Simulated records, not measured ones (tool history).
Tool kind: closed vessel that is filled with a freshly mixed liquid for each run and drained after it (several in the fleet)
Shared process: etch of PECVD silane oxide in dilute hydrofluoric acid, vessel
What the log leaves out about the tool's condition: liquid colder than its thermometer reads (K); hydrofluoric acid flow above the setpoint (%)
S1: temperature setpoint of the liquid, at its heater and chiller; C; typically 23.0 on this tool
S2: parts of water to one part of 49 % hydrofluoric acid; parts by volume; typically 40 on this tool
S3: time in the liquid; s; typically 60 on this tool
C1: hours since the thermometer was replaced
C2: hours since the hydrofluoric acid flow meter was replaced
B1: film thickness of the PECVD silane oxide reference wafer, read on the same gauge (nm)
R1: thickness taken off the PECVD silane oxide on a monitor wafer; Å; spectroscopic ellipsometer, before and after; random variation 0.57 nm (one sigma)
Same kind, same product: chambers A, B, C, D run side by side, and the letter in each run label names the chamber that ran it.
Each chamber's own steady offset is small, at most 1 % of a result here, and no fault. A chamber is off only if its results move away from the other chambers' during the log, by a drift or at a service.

run,hour,S1,S2,S3,C1,C2,B1,R1
1A,1.9,23.0,40,60,1082.1,768.4,29.981,590.33
2C,4.7,23.0,40,60,78.4,1192.1,30.012,584.37
3B,6.8,23.0,40,60,529.3,1138.0,30.015,592.61
4D,10.8,23.0,40,60,244.8,1042.3,30.010,590.88
5C,13.0,23.0,40,60,86.7,1200.4,30.007,580.43
6A,15.2,23.0,40,30,1095.4,781.7,29.999,293.95
7D,18.3,23.0,40,30,252.3,1049.8,30.006,295.32
8B,21.1,23.0,40,30,543.6,1152.3,29.999,298.14
9B,24.2,23.0,40,30,546.7,1155.4,29.981,297.08
10A,27.3,23.0,40,85,1107.5,793.8,30.009,821.60
11D,30.8,23.0,40,85,264.8,1062.3,29.993,850.77
12C,34.1,23.0,40,85,107.8,1221.5,29.985,838.12
13B,36.4,23.0,40,85,558.9,1167.6,29.997,854.30
14A,38.7,23.0,40,60,1118.9,805.2,30.015,592.78
15C,40.7,23.0,40,60,114.4,1228.1,30.013,589.34
16D,44.4,23.0,40,60,278.4,1075.9,30.022,584.97
17A,46.6,23.0,40,60,1126.8,813.1,30.000,588.46
18C,49.1,23.0,40,60,122.8,1236.5,30.023,589.99
19D,52.2,23.0,40,60,286.2,1083.7,30.017,603.04
20B,56.1,27.5,40,30,578.6,1187.3,30.002,388.68
21D,59.5,27.5,40,30,293.5,1091.0,29.998,356.18
22A,63.5,27.5,40,30,1143.7,830.0,29.986,354.34
23C,65.4,27.5,40,30,139.1,1252.8,30.004,348.77
24B,69.1,23.0,40,35,591.6,1200.3,29.999,378.10

Is one chamber out of step, is the gauge drifting, or do the chambers differ by no more than their own small offsets? For an off chamber, give its letter and the likeliest cause.

One chamber, B, drifts off from the rest bit by bit.
Likeliest cause: hydrofluoric acid flow above the setpoint (%) = 10.5.
The log might look much the same if the cause were instead: liquid hotter than its thermometer reads (K).

Which of the 4 candidates below, each the usual settings with something changed and its results left as question marks, puts chamber B back in line with what the other chambers give on the usual settings?
In line means no further than this from the other chambers' mean on the usual settings: R1 20.00 Å
25B-1,72.1,24.0,40,60,,,,?
25B-2,72.1,23.0,40,55,,,,?
25B-3,72.1,22.0,40,60,,,,?
25B-4,72.1,25.5,40,60,,,,?

Usual-settings mean across the other chambers: R1 588.82 Å
run,R1
25B-1,678.37
25B-2,596.15
25B-3,623.27
25B-4,722.41
25B-2 is the one that brings the chamber's results back in line with the other chambers.

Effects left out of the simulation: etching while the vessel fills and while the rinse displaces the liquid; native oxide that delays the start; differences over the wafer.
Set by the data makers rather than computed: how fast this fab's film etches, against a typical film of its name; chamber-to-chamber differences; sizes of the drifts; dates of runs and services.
